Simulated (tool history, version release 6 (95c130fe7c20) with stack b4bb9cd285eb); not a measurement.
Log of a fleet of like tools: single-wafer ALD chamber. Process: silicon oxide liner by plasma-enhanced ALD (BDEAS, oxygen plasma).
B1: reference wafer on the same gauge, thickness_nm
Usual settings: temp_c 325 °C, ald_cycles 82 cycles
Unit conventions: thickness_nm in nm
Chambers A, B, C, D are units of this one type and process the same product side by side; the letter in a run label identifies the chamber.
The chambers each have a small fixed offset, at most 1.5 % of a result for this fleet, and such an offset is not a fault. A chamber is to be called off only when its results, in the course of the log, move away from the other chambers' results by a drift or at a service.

Run 1C, hour 8.1: usual settings; B1 6.5101. Result: thickness_nm 7.4101 nm.
Run 2B, hour 16.8: usual settings; B1 6.5087. Result: thickness_nm 7.327 nm.
Run 3D, hour 23.5: usual settings; B1 6.5115. Result: thickness_nm 7.3554 nm.
Run 4A, hour 30.6: usual settings; B1 6.5115. Result: thickness_nm 7.2482 nm.
Run 5B, hour 38.3: usual settings; B1 6.5091. Result: thickness_nm 7.3049 nm.
Run 6A, hour 47.1: usual settings; B1 6.5085. Result: thickness_nm 7.2521 nm.
Run 7D, hour 52.2: usual settings; B1 6.5088. Result: thickness_nm 7.3748 nm.
Run 8C, hour 61: usual settings; B1 6.5079. Result: thickness_nm 7.3932 nm.
Run 9D, hour 71: usual settings; B1 6.5121. Result: thickness_nm 7.355 nm.
Run 10B, hour 81.3: usual settings; B1 6.5125. Result: thickness_nm 7.2926 nm.
Run 11A, hour 88.8: usual settings; B1 6.5078. Result: thickness_nm 7.2466 nm.
Run 12C, hour 98.6: usual settings but temp_c 332 °C; B1 6.5123. Result: thickness_nm 7.3264 nm.
Run 13D, hour 103.2: usual settings but temp_c 332 °C; B1 6.5104. Result: thickness_nm 7.2637 nm.
Run 14B, hour 112.8: usual settings but temp_c 332 °C; B1 6.5078. Result: thickness_nm 7.2581 nm.
Run 15C, hour 118.2: usual settings but temp_c 332 °C; B1 6.5143. Result: thickness_nm 7.3086 nm.
Run 16A, hour 124: usual settings; B1 6.5092. Result: thickness_nm 7.2724 nm.
Run 17A, hour 129.4: usual settings but temp_c 334 °C; B1 6.5109. Result: thickness_nm 7.1614 nm.
Run 18B, hour 134.4: usual settings but temp_c 334 °C; B1 6.5079. Result: thickness_nm 7.2447 nm.
Run 19C, hour 142.7: usual settings but temp_c 334 °C; B1 6.5083. Result: thickness_nm 7.3123 nm.
Run 20D, hour 151.2: usual settings but temp_c 334 °C; B1 6.5089. Result: thickness_nm 7.2699 nm.
Run 21B, hour 156.6: usual settings; B1 6.5091. Result: thickness_nm 7.3089 nm.
Run 22C, hour 161.6: usual settings; B1 6.5075. Result: thickness_nm 7.3609 nm.
Run 23A, hour 168.1: usual settings; B1 6.5091. Result: thickness_nm 7.2628 nm.
Run 24D, hour 174.3: usual settings; B1 6.5079. Result: thickness_nm 7.3484 nm.
Run 25A, hour 181.8: usual settings; B1 6.5108. Result: thickness_nm 7.2697 nm.
Run 26C, hour 186.8: usual settings but temp_c 338 °C; B1 6.5096. Result: thickness_nm 7.2413 nm.
Run 27B, hour 192.2: usual settings but temp_c 338 °C; B1 6.509. Result: thickness_nm 7.1842 nm.
Run 28D, hour 200.7: usual settings but temp_c 338 °C; B1 6.5121. Result: thickness_nm 7.182 nm.
Run 29A, hour 205.2: usual settings but temp_c 338 °C; B1 6.5094. Result: thickness_nm 7.1018 nm.
Run 30B, hour 211.1: usual settings; B1 6.5088. Result: thickness_nm 7.2879 nm.
Run 31C, hour 216.7: usual settings; B1 6.5113. Result: thickness_nm 7.3794 nm.
Run 32D, hour 221.2: usual settings; B1 6.5103. Result: thickness_nm 7.3573 nm.
Run 33C, hour 229.4: usual settings but temp_c 339 °C, ald_cycles 95 cycles; B1 6.5086. Result: thickness_nm 8.4061 nm.
Run 34D, hour 235.6: usual settings but temp_c 339 °C, ald_cycles 95 cycles; B1 6.5102. Result: thickness_nm 8.3432 nm.
Run 35B, hour 241.6: usual settings but temp_c 339 °C, ald_cycles 95 cycles; B1 6.5092. Result: thickness_nm 8.2817 nm.

Which is it: a chamber that has drifted or been left off by a service, a gauge drift common to all chambers, or only each chamber's usual small offset? If a chamber is off, name it and its likeliest cause.

All chambers stay in line apart from their small fixed offsets, and the gauge does not drift.
